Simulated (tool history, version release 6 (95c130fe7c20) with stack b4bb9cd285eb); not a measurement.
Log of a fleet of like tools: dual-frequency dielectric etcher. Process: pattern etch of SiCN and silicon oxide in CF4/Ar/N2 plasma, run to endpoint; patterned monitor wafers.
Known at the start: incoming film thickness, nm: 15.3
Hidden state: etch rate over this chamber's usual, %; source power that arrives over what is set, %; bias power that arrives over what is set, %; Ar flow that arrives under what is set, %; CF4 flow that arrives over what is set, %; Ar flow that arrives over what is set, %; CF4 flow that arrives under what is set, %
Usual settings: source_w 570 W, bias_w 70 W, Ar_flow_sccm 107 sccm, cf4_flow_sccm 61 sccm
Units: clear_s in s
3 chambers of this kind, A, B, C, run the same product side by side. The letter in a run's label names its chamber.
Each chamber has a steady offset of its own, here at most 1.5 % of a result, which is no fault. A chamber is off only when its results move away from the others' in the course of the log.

run   hour  source_w  bias_w  Ar_flow_sccm  cf4_flow_sccm  hours since the last wet clean  hours since the last source power generator calibration  hours since the last bias power generator calibration  hours since the last Ar flow controller change  hours since the last CF4 flow controller change  clear_s
 1A    5.8       570      70           107             61                           341.4                                                   2629.8                                                 1239.9                                          4589.9                                           2863.1   15.038
 2B     14       570      70           107             61                           364.2                                                   2786.7                                                  313.5                                          2866.2                                           1391.6   14.924
 3C   22.5       570      70           107             61                           432.1                                                    630.6                                                 2845.1                                          1363.6                                           3720.6   15.058
 4A     32       570      70           107             61                           367.6                                                     2656                                                 1266.1                                          4616.1                                           2889.3   15.167
 5B   41.3       510      70           107             61                           391.5                                                     2814                                                  340.8                                          2893.5                                           1418.9   16.545
 6C   48.2       510      70           107             61                           457.8                                                    656.3                                                 2870.8                                          1389.3                                           3746.3   16.537
 7B   53.5       510      70           107             61                           403.7                                                   2826.2                                                    353                                          2905.7                                           1431.1   16.563
 8C   61.9       570      70           107             61                           471.5                                                      670                                                 2884.5                                            1403                                             3760   15.004
 9A   71.7       570      70           107             61                           407.3                                                   2695.7                                                 1305.8                                          4655.8                                             2929   15.201
10A     82       570      70           107             72                           417.6                                                     2706                                                 1316.1                                          4666.1                                           2939.3   14.765
11B   93.8       570      70           107             72                             444                                                   2866.5                                                  393.3                                            2946                                           1471.4   14.651
12C    105       570      70           107             72                           514.6                                                    713.1                                                 2927.6                                          1446.1                                           3803.1   14.432
13C  116.2       570      70           123             61                           525.8                                                    724.3                                                 2938.8                                          1457.3                                           3814.3   15.197
14B  125.7       570      70           123             61                           475.9                                                   2898.4                                                  425.2                                          2977.9                                           1503.3    15.29
15A  133.3       570      70           123             61                           468.9                                                   2757.3                                                 1367.4                                          4717.4                                           2990.6   15.499
     136.7  -- chamber C: wet clean of the chamber
16B  140.1       570      70           107             61                           490.3                                                   2912.8                                                  439.6                                          2992.3                                           1517.7   14.877
17C  146.9       430      70           107             61                            10.2                                                      755                                                 2969.5                                            1488                                             3845   19.132
18A  155.2       430      70           107             61                           490.8                                                   2779.2                                                 1389.3                                          4739.3                                           3012.5   19.472
19C  161.6       430      70           107             61                            24.9                                                    769.7                                                 2984.2                                          1502.7                                           3859.7    19.03
20A  172.9       570      70           107             61                           508.5                                                   2796.9                                                   1407                                            4757                                           3030.2   14.932
21B  180.6       570      70           107             56                           530.8                                                   2953.3                                                  480.1                                          3032.8                                           1558.2   15.237
22C  189.2       570      70           107             56                            52.5                                                    797.3                                                 3011.8                                          1530.3                                           3887.3   15.345
23B  199.2       570      70           107             56                           549.4                                                   2971.9                                                  498.7                                          3051.4                                           1576.8   15.204
24A    210       570      70           107             61                           545.6                                                     2834                                                 1444.1                                          4794.1                                           3067.3   14.793
25B  215.2       470      70           107             51                           565.4                                                   2987.9                                                  514.7                                          3067.4                                           1592.8   18.383
26C    225       470      70           107             51                            88.3                                                    833.1                                                 3047.6                                          1566.1                                           3923.1   18.191
27A  234.8       470      70           107             51                           570.4                                                   2858.8                                                 1468.9                                          4818.9                                           3092.1   18.079
     238.2  -- chamber B: wet clean of the chamber
28B    246       570      70           107             61                             7.8                                                   3018.7                                                  545.5                                          3098.2                                           1623.6   15.033
29A  251.2       570      70           107             61                           586.8                                                   2875.2                                                 1485.3                                          4835.3                                           3108.5    14.85
30C  257.2       570      70           107             61                           120.5                                                    865.3                                                 3079.8                                          1598.3                                           3955.3   14.961
31B  268.1       570      70           107             61                            29.9                                                   3040.8                                                  567.6                                          3120.3                                           1645.7   15.143
32C  275.4       570      70           107             61                           138.7                                                    883.5                                                   3098                                          1616.5                                           3973.5   15.022

What goes on in this fleet: one chamber off, a drifting gauge, or nothing beyond the chambers' own small offsets? Name the chamber and the cause, if any.

Chamber A drifts away from the others.
Cause: source power that arrives over what is set, % = 4.65.
The log may not tell that from: etch rate over this chamber's usual, %.

Here are 4 candidates for chamber A's next run, each the usual settings with a change, their results left as question marks. Which one brings its results back in line with what the others give on the usual settings?
In line means no further than this from the other chambers' mean on the usual settings: clear_s 0.24 s
33A-1  283.9       570      78           101             64                                                                                                                                                                                                                                                         ?
33A-2  283.9       540      70           108             61                                                                                                                                                                                                                                                         ?
33A-3  283.9       580      71           107             61                                                                                                                                                                                                                                                         ?
33A-4  283.9       560      69           107             61                                                                                                                                                                                                                                                         ?

The other chambers' mean on the usual settings: clear_s 14.972 s
  run  clear_s
33A-1   13.831
33A-2   15.328
33A-3   14.289
33A-4   14.886
33A-4 brings the chamber back in line.

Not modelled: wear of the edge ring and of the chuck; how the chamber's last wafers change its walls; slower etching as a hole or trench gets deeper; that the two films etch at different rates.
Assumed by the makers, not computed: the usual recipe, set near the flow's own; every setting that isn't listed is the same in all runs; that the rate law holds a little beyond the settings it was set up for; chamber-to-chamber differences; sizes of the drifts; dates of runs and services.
